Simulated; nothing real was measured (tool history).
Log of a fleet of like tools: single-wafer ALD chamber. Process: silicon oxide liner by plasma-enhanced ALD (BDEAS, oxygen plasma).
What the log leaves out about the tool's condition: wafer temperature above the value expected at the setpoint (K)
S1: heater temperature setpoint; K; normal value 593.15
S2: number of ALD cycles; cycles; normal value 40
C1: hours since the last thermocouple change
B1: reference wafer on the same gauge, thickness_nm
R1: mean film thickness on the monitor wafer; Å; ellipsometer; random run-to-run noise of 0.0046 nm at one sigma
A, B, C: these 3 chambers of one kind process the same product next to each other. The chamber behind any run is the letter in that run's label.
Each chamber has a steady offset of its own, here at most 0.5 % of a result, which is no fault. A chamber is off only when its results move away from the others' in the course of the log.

{"run": "1B", "hour": 8.3, "S1": 593.15, "S2": 40, "C1": 576.6, "B1": 3.52, "R1": 36.034}
{"run": "2A", "hour": 23.5, "S1": 593.15, "S2": 40, "C1": 786.9, "B1": 3.519, "R1": 36.146}
{"run": "3C", "hour": 36.3, "S1": 593.15, "S2": 40, "C1": 258.9, "B1": 3.5183, "R1": 36.195}
{"run": "4C", "hour": 46.6, "S1": 593.15, "S2": 40, "C1": 269.2, "B1": 3.519, "R1": 36.277}
{"run": "5A", "hour": 55.3, "S1": 593.15, "S2": 40, "C1": 818.7, "B1": 3.5178, "R1": 36.16}
{"run": "6B", "hour": 62.1, "S1": 593.15, "S2": 40, "C1": 630.4, "B1": 3.5185, "R1": 36.094}
{"run": "7A", "hour": 77.2, "S1": 593.15, "S2": 40, "C1": 840.6, "B1": 3.5172, "R1": 36.16}
{"run": "8C", "hour": 92.4, "S1": 593.15, "S2": 40, "C1": 315.0, "B1": 3.5164, "R1": 36.195}
{"run": "9B", "hour": 103.8, "S1": 593.15, "S2": 40, "C1": 672.1, "B1": 3.5157, "R1": 35.953}
{"run": "10A", "hour": 114.5, "S1": 593.15, "S2": 40, "C1": 877.9, "B1": 3.5155, "R1": 36.046}
{"run": "11C", "hour": 126.5, "S1": 593.15, "S2": 40, "C1": 349.1, "B1": 3.5149, "R1": 36.197}
{"run": "12B", "hour": 134.4, "S1": 593.15, "S2": 40, "C1": 702.7, "B1": 3.515, "R1": 36.031}
{"run": "13A", "hour": 142.1, "S1": 593.15, "S2": 40, "C1": 905.5, "B1": 3.5138, "R1": 36.104}
{"run": "14C", "hour": 157.4, "S1": 593.15, "S2": 40, "C1": 380.0, "B1": 3.514, "R1": 36.212}
{"run": "15B", "hour": 167.1, "S1": 588.15, "S2": 40, "C1": 735.4, "B1": 3.5134, "R1": 36.203}
{"run": "16C", "hour": 179.2, "S1": 588.15, "S2": 40, "C1": 401.8, "B1": 3.5127, "R1": 36.39}
{"run": "17B", "hour": 189.5, "S1": 588.15, "S2": 40, "C1": 757.8, "B1": 3.5125, "R1": 36.277}
{"run": "18A", "hour": 202.7, "S1": 593.15, "S2": 40, "C1": 966.1, "B1": 3.512, "R1": 36.072}
{"run": "19C", "hour": 211.0, "S1": 593.15, "S2": 40, "C1": 433.6, "B1": 3.5123, "R1": 36.164}
{"run": "20B", "hour": 224.6, "S1": 593.15, "S2": 40, "C1": 792.9, "B1": 3.511, "R1": 35.874}
{"run": "21A", "hour": 233.2, "S1": 593.15, "S2": 40, "C1": 996.6, "B1": 3.5102, "R1": 36.115}
{"run": "22A", "hour": 247.0, "S1": 593.15, "S2": 40, "C1": 1010.4, "B1": 3.5106, "R1": 36.106}
{"run": "23B", "hour": 259.5, "S1": 593.15, "S2": 40, "C1": 827.8, "B1": 3.5102, "R1": 35.859}
{"run": "24C", "hour": 270.7, "S1": 593.15, "S2": 40, "C1": 493.3, "B1": 3.5089, "R1": 36.081}
{"run": "25C", "hour": 281.6, "S1": 604.15, "S2": 35, "C1": 504.2, "B1": 3.5092, "R1": 31.133}
{"run": "26A", "hour": 296.8, "S1": 604.15, "S2": 35, "C1": 1060.2, "B1": 3.5084, "R1": 31.056}
{"run": "27B", "hour": 304.0, "S1": 604.15, "S2": 35, "C1": 872.3, "B1": 3.5091, "R1": 30.876}
{"run": "28C", "hour": 316.6, "S1": 593.15, "S2": 40, "C1": 539.2, "B1": 3.5078, "R1": 36.131}
{"run": "29A", "hour": 324.9, "S1": 593.15, "S2": 40, "C1": 1088.3, "B1": 3.5086, "R1": 35.968}
{"run": "30B", "hour": 340.3, "S1": 593.15, "S2": 40, "C1": 908.6, "B1": 3.5071, "R1": 35.871}
{"run": "31A", "hour": 354.7, "S1": 593.15, "S2": 40, "C1": 1118.1, "B1": 3.5057, "R1": 35.915}
{"run": "32B", "hour": 367.5, "S1": 593.15, "S2": 40, "C1": 935.8, "B1": 3.5064, "R1": 35.807}
{"run": "33C", "hour": 382.8, "S1": 593.15, "S2": 40, "C1": 605.4, "B1": 3.5046, "R1": 36.1}
{"run": "34A", "hour": 394.5, "S1": 593.15, "S2": 40, "C1": 1157.9, "B1": 3.505, "R1": 36.015}
{"run": "35C", "hour": 406.8, "S1": 593.15, "S2": 40, "C1": 629.4, "B1": 3.5032, "R1": 36.091}
{"run": "36B", "hour": 418.9, "S1": 593.15, "S2": 40, "C1": 987.2, "B1": 3.5043, "R1": 35.837}
{"run": "37B", "hour": 430.0, "S1": 593.15, "S2": 40, "C1": 998.3, "B1": 3.5038, "R1": 35.812}
{"run": "38C", "hour": 442.3, "S1": 593.15, "S2": 40, "C1": 664.9, "B1": 3.5035, "R1": 36.038}
{"run": "39A", "hour": 450.8, "S1": 593.15, "S2": 40, "C1": 1214.2, "B1": 3.5025, "R1": 35.952}
{"run": "40C", "hour": 465.6, "S1": 593.15, "S2": 40, "C1": 688.2, "B1": 3.5025, "R1": 36.061}

Is one chamber off against the others, does the gauge drift, or is nothing wrong? If a chamber is off, say which, and what the likeliest cause is.

The shared gauge is drifting. All chambers look as if they move in step, but none is off.
Likeliest cause: gauge reads low (%) = 0.523.
